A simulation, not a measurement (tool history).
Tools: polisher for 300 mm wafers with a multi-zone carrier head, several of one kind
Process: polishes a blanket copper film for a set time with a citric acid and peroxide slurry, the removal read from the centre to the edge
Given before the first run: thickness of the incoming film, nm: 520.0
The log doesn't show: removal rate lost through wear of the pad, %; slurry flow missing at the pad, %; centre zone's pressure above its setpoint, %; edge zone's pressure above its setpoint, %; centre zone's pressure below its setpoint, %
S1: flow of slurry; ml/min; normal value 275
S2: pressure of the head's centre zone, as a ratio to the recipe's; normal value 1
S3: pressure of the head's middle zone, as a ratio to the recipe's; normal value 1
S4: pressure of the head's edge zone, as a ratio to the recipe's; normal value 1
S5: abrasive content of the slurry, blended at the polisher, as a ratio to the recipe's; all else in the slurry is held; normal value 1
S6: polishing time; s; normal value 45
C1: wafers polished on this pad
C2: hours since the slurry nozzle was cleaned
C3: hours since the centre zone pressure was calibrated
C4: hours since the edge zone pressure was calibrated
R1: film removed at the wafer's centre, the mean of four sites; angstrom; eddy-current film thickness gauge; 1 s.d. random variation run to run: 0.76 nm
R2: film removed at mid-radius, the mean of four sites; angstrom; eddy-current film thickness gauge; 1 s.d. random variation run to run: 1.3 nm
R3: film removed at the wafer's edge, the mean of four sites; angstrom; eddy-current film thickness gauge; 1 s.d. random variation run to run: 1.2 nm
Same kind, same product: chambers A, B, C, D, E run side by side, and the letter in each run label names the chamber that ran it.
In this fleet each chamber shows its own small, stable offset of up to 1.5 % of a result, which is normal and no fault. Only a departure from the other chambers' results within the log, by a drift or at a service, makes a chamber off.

run 1B day=0.254 | S1=275 S2=1 S3=1 S4=1 S5=1 S6=45 | C1=800 C2=195.5 C3=827.4 C4=251.8 | R1=1019.5 R2=1033 R3=1003.5
-- day=0.492 chamber E: worn pad replaced by a new one
run 2E day=0.667 | S1=275 S2=1 S3=1 S4=1 S5=1 S6=45 | C1=60 C2=162.4 C3=379.2 C4=1086.3 | R1=1017 R2=1024.5 R3=1017.8
-- day=0.708 chamber A: worn pad replaced by a new one
-- day=0.842 chamber A: slurry nozzle cleaned
-- day=0.983 chamber B: worn pad replaced by a new one
-- day=1.208 chamber E: edge zone pressure recalibrated
run 3A day=1.233 | S1=275 S2=1 S3=1 S4=1 S5=1 S6=45 | C1=177 C2=9.4 C3=113.7 C4=580.6 | R1=1021.1 R2=1011.7 R3=1005.5
run 4C day=1.758 | S1=275 S2=1 S3=1 S4=1 S5=1 S6=45 | C1=893 C2=54.7 C3=945.8 C4=114.1 | R1=1031.4 R2=1027.3 R3=1030.4
run 5D day=2.171 | S1=275 S2=1 S3=1 S4=1 S5=1 S6=45 | C1=797 C2=249.4 C3=679.7 C4=131.9 | R1=1034.7 R2=1029.7 R3=1022.5
run 6B day=2.621 | S1=275 S2=1 S3=1 S4=1 S5=1 S6=45 | C1=552 C2=252.3 C3=884.2 C4=308.6 | R1=1027.7 R2=1003.9 R3=1031.3
-- day=2.696 chamber C: worn pad replaced by a new one
run 7C day=2.921 | S1=275 S2=1 S3=1 S4=1 S5=1 S6=45 | C1=76 C2=82.6 C3=973.7 C4=142 | R1=1023.7 R2=1007.3 R3=1028.2
run 8E day=3.429 | S1=275 S2=1 S3=1 S4=1 S5=1 S6=45 | C1=992 C2=228.7 C3=445.5 C4=53.4 | R1=1027.2 R2=1031.5 R3=1015.6
-- day=3.525 chamber D: worn pad replaced by a new one
run 9D day=3.783 | S1=275 S2=1 S3=1 S4=1 S5=1 S6=45 | C1=88 C2=288.1 C3=718.4 C4=170.6 | R1=1020.7 R2=1006.4 R3=1038.9
run 10A day=4.188 | S1=275 S2=1 S3=1 S4=1 S5=1 S6=45 | C1=1174 C2=80.3 C3=184.6 C4=651.5 | R1=1024.7 R2=1034.4 R3=1014.1
-- day=4.204 chamber A: worn pad replaced by a new one
-- day=4.642 chamber E: worn pad replaced by a new one
-- day=4.654 chamber B: worn pad replaced by a new one
run 11B day=4.667 | S1=275 S2=1 S3=1 S4=1 S5=1 S6=45 | C1=4 C2=301.4 C3=933.3 C4=357.7 | R1=1033.3 R2=1038.9 R3=1030.5
run 12D day=4.971 | S1=275 S2=1 S3=1 S4=1 S5=1 S6=45 | C1=489 C2=316.6 C3=746.9 C4=199.1 | R1=1019 R2=1050.3 R3=1040.9
run 13C day=5.242 | S1=275 S2=1 S3=1 S4=1 S5=1 S6=45 | C1=859 C2=138.3 C3=1029.4 C4=197.7 | R1=1017.9 R2=1037.6 R3=1024.4
run 14A day=5.542 | S1=275 S2=1 S3=1 S4=1 S5=1 S6=45 | C1=451 C2=112.8 C3=217.1 C4=684 | R1=1011.1 R2=1009.4 R3=1006.8
-- day=5.983 chamber C: worn pad replaced by a new one
run 15E day=6.1 | S1=275 S2=1.08 S3=1 S4=1 S5=1 S6=45 | C1=492 C2=292.8 C3=509.6 C4=117.5 | R1=1100.9 R2=1045 R3=1037.2
run 16C day=6.538 | S1=275 S2=1.08 S3=1 S4=1 S5=1 S6=45 | C1=187 C2=169.4 C3=1060.5 C4=228.8 | R1=1114.6 R2=1038.9 R3=1026.7
run 17B day=6.892 | S1=275 S2=1.08 S3=1 S4=1 S5=1 S6=45 | C1=755 C2=354.8 C3=986.7 C4=411.1 | R1=1116.7 R2=1019.4 R3=1007.7
-- day=6.938 chamber D: worn pad replaced by a new one
-- day=7.321 chamber A: worn pad replaced by a new one
run 18D day=7.408 | S1=275 S2=1.08 S3=1 S4=1 S5=1 S6=45 | C1=158 C2=375.1 C3=805.4 C4=257.6 | R1=1119.1 R2=1030.1 R3=1017.2
-- day=7.904 chamber B: edge zone pressure recalibrated
run 19E day=7.958 | S1=275 S2=1.08 S3=1 S4=1 S5=1 S6=45 | C1=1119 C2=337.4 C3=554.2 C4=162.1 | R1=1113.6 R2=1033.2 R3=1025
-- day=8 chamber B: worn pad replaced by a new one
run 20A day=8.283 | S1=320 S2=1 S3=1 S4=1 S5=1 S6=32 | C1=325 C2=178.6 C3=282.9 C4=749.8 | R1=734.78 R2=732.59 R3=737.96
-- day=8.296 chamber E: worn pad replaced by a new one
run 21A day=8.733 | S1=320 S2=1 S3=1 S4=1 S5=1 S6=32 | C1=476 C2=189.4 C3=293.7 C4=760.6 | R1=744.28 R2=721.11 R3=704.35
-- day=9.042 chamber C: worn pad replaced by a new one
run 22B day=9.1 | S1=320 S2=1 S3=1 S4=1 S5=1 S6=32 | C1=371 C2=407.8 C3=1039.7 C4=28.8 | R1=739.32 R2=762.45 R3=741.78
-- day=9.192 chamber A: slurry nozzle cleaned
run 23E day=9.479 | S1=320 S2=1 S3=1 S4=1 S5=1 S6=32 | C1=399 C2=373.9 C3=590.7 C4=198.6 | R1=742.33 R2=758.42 R3=743.95
-- day=9.621 chamber E: slurry nozzle cleaned
run 24C day=9.946 | S1=320 S2=1 S3=1 S4=1 S5=1 S6=32 | C1=305 C2=251.2 C3=1142.3 C4=310.6 | R1=739.9 R2=755.66 R3=731.1
run 25D day=10.288 | S1=275 S2=1 S3=1 S4=1 S5=1 S6=45 | C1=1130 C2=444.2 C3=874.5 C4=326.7 | R1=1023.6 R2=1016 R3=1007.1
-- day=10.308 chamber D: worn pad replaced by a new one
-- day=10.388 chamber A: worn pad replaced by a new one
-- day=10.642 chamber D: centre zone pressure recalibrated
run 26E day=10.871 | S1=275 S2=1 S3=1 S4=1 S5=1 S6=45 | C1=869 C2=30 C3=624.1 C4=232 | R1=1015.6 R2=1030.2 R3=1034.2
-- day=10.958 chamber C: centre zone pressure recalibrated
run 27B day=11.371 | S1=275 S2=1 S3=1 S4=1 S5=1 S6=45 | C1=1138 C2=462.3 C3=1094.2 C4=83.3 | R1=1016.1 R2=1016.9 R3=1010.7
run 28C day=11.862 | S1=275 S2=1 S3=1 S4=1 S5=1 S6=45 | C1=952 C2=297.2 C3=21.7 C4=356.6 | R1=1023.3 R2=1037.9 R3=1026.1
-- day=12.029 chamber B: worn pad replaced by a new one
-- day=12.138 chamber C: worn pad replaced by a new one
-- day=12.142 chamber E: worn pad replaced by a new one
run 29A day=12.371 | S1=275 S2=1 S3=1 S4=1 S5=1 S6=45 | C1=669 C2=76.4 C3=381 C4=847.9 | R1=1031.5 R2=1025.1 R3=1000.6
run 30D day=12.788 | S1=275 S2=1 S3=1 S4=1 S5=1 S6=45 | C1=837 C2=504.2 C3=51.5 C4=386.7 | R1=1018.5 R2=1028.1 R3=1028.2
-- day=13.125 chamber D: worn pad replaced by a new one
run 31A day=13.154 | S1=275 S2=1 S3=1 S4=1 S5=1 S6=45 | C1=934 C2=95.2 C3=399.8 C4=866.7 | R1=1023.3 R2=1036.8 R3=1005.2
-- day=13.625 chamber A: worn pad replaced by a new one
run 32D day=13.646 | S1=275 S2=1 S3=1 S4=1 S5=1 S6=45 | C1=176 C2=524.8 C3=72.1 C4=407.3 | R1=1026.8 R2=1017.3 R3=1013.3
run 33B day=14.062 | S1=275 S2=1 S3=1 S4=1 S5=1 S6=45 | C1=686 C2=526.9 C3=1158.8 C4=147.9 | R1=1024.3 R2=1043.4 R3=1023.7
-- day=14.233 chamber C: slurry nozzle cleaned
run 34E day=14.412 | S1=275 S2=1 S3=1 S4=1 S5=1 S6=45 | C1=766 C2=115 C3=709.1 C4=317 | R1=1023.6 R2=1020 R3=1012.3
run 35C day=14.7 | S1=275 S2=1 S3=1 S4=1 S5=1 S6=45 | C1=865 C2=11.2 C3=89.8 C4=424.7 | R1=1016.8 R2=1034.7 R3=1019.2
run 36D day=14.967 | S1=275 S2=1 S3=1 S4=1 S5=1 S6=45 | C1=622 C2=556.5 C3=103.8 C4=439 | R1=1020.7 R2=1010.7 R3=1025
run 37E day=15.354 | S1=275 S2=1 S3=1 S4=1 S5=1 S6=45 | C1=1084 C2=137.6 C3=731.7 C4=339.6 | R1=1001.8 R2=1042.8 R3=1031.4
run 38B day=15.871 | S1=275 S2=1 S3=1 S4=1 S5=1 S6=45 | C1=1297 C2=570.3 C3=1202.2 C4=191.3 | R1=1012 R2=1007.4 R3=1013.4
run 39A day=16.308 | S1=275 S2=1 S3=1 S4=1 S5=1 S6=45 | C1=906 C2=170.9 C3=475.5 C4=942.4 | R1=1022.8 R2=1002 R3=1010.7

Next, every chamber runs the same settings. What will each give?
run 40A day=16.725 | S1=275 S2=1 S3=1 S4=1 S5=1 S6=45 | R1=? R2=? R3=?
run 40B day=16.725 | S1=275 S2=1 S3=1 S4=1 S5=1 S6=45 | R1=? R2=? R3=?
run 40C day=16.725 | S1=275 S2=1 S3=1 S4=1 S5=1 S6=45 | R1=? R2=? R3=?
run 40D day=16.725 | S1=275 S2=1 S3=1 S4=1 S5=1 S6=45 | R1=? R2=? R3=?
run 40E day=16.725 | S1=275 S2=1 S3=1 S4=1 S5=1 S6=45 | R1=? R2=? R3=?

run=40A R1=1015.6 R2=993.99 R3=1010.3
run=40B R1=1023.5 R2=1033.5 R3=1022.7
run=40C R1=1024.1 R2=1017.7 R3=1005.5
run=40D R1=1028.6 R2=1026.6 R3=1014.7
run=40E R1=1019 R2=1045.3 R3=1037.6
